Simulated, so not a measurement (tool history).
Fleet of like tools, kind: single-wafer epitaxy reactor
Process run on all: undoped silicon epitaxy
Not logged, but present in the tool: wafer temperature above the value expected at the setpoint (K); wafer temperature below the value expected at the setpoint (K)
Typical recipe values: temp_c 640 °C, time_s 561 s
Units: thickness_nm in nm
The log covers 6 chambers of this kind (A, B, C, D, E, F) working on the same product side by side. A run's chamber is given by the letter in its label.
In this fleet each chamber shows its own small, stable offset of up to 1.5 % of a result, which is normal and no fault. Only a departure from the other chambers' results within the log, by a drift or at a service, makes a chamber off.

| run | hour | temp_c | time_s | hours since the last pyrometer calibration | read-back reference wafer on the same gauge, thickness_nm | thickness_nm |
|---|---|---|---|---|---|---|
| 1B | 7.3 | 640 | 561 | 44.8 | 87.579 | 75.431 |
| 2D | 19.5 | 640 | 561 | 2227.2 | 87.568 | 75.432 |
| 3E | 31.9 | 640 | 561 | 572.5 | 87.573 | 75.201 |
| 4C | 45.5 | 640 | 561 | 278.2 | 87.559 | 74.758 |
| 5F | 57.3 | 640 | 561 | 1371.9 | 87.52 | 75.721 |
| 6A | 66.4 | 640 | 561 | 509 | 87.541 | 75.626 |
| 7E | 78.6 | 640 | 561 | 619.2 | 87.476 | 75.242 |
| 8D | 90.1 | 652 | 634 | 2297.8 | 87.49 | 110.08 |
| 9C | 102.5 | 652 | 634 | 335.2 | 87.505 | 110.15 |
| 10F | 112.9 | 652 | 634 | 1427.5 | 87.48 | 110.99 |
| 11A | 125.8 | 652 | 634 | 568.4 | 87.448 | 110.88 |
| 12B | 138.7 | 652 | 634 | 176.2 | 87.437 | 110.88 |
| 13F | 152.2 | 652 | 634 | 1466.8 | 87.388 | 111.04 |
| 14B | 161 | 640 | 561 | 198.5 | 87.376 | 75.277 |
| 15A | 172.2 | 640 | 561 | 614.8 | 87.359 | 75.592 |
| 16E | 184.8 | 640 | 561 | 725.4 | 87.37 | 75.168 |
| 17D | 191.8 | 640 | 561 | 2399.5 | 87.381 | 75.056 |
| 18C | 198.2 | 640 | 641 | 430.9 | 87.349 | 85.125 |
| 19D | 206.9 | 640 | 641 | 2414.6 | 87.337 | 85.549 |
|  | 211.1 | chamber F: pyrometer calibrated |
| 20B | 215.6 | 640 | 641 | 253.1 | 87.314 | 85.929 |
| 21F | 226.3 | 640 | 641 | 15.2 | 87.317 | 86.189 |
| 22E | 236.6 | 640 | 641 | 777.2 | 87.285 | 85.888 |
| 23C | 244.2 | 640 | 641 | 476.9 | 87.299 | 84.949 |
| 24A | 256.9 | 640 | 561 | 699.5 | 87.294 | 75.544 |
| 25C | 263.2 | 640 | 561 | 495.9 | 87.288 | 74.564 |
| 26D | 271.7 | 640 | 561 | 2479.4 | 87.247 | 75.021 |
| 27E | 279.7 | 640 | 561 | 820.3 | 87.241 | 74.988 |
| 28F | 291.3 | 640 | 561 | 80.2 | 87.228 | 75.353 |
| 29A | 303.8 | 640 | 561 | 746.4 | 87.216 | 75.265 |
| 30B | 312.6 | 640 | 455 | 350.1 | 87.197 | 60.875 |
| 31F | 324.8 | 640 | 455 | 113.7 | 87.19 | 61.063 |
| 32B | 333.7 | 640 | 455 | 371.2 | 87.168 | 60.924 |
| 33E | 341 | 640 | 455 | 881.6 | 87.153 | 60.915 |
| 34C | 351.1 | 640 | 455 | 583.8 | 87.142 | 60.142 |
| 35D | 362.7 | 640 | 455 | 2570.4 | 87.14 | 60.692 |
| 36A | 375.7 | 640 | 561 | 818.3 | 87.13 | 75.242 |
| 37E | 382.7 | 640 | 664 | 923.3 | 87.112 | 88.68 |

Has any chamber moved away from the others, gradually or after a service, or does the common gauge drift, or do the chambers differ only by their own small steady offsets? State the chamber and the most likely cause if one applies.

The shared gauge is drifting. All chambers look as if they move in step, but none is off.
Likeliest cause: gauge reads low (%) = 0.57.

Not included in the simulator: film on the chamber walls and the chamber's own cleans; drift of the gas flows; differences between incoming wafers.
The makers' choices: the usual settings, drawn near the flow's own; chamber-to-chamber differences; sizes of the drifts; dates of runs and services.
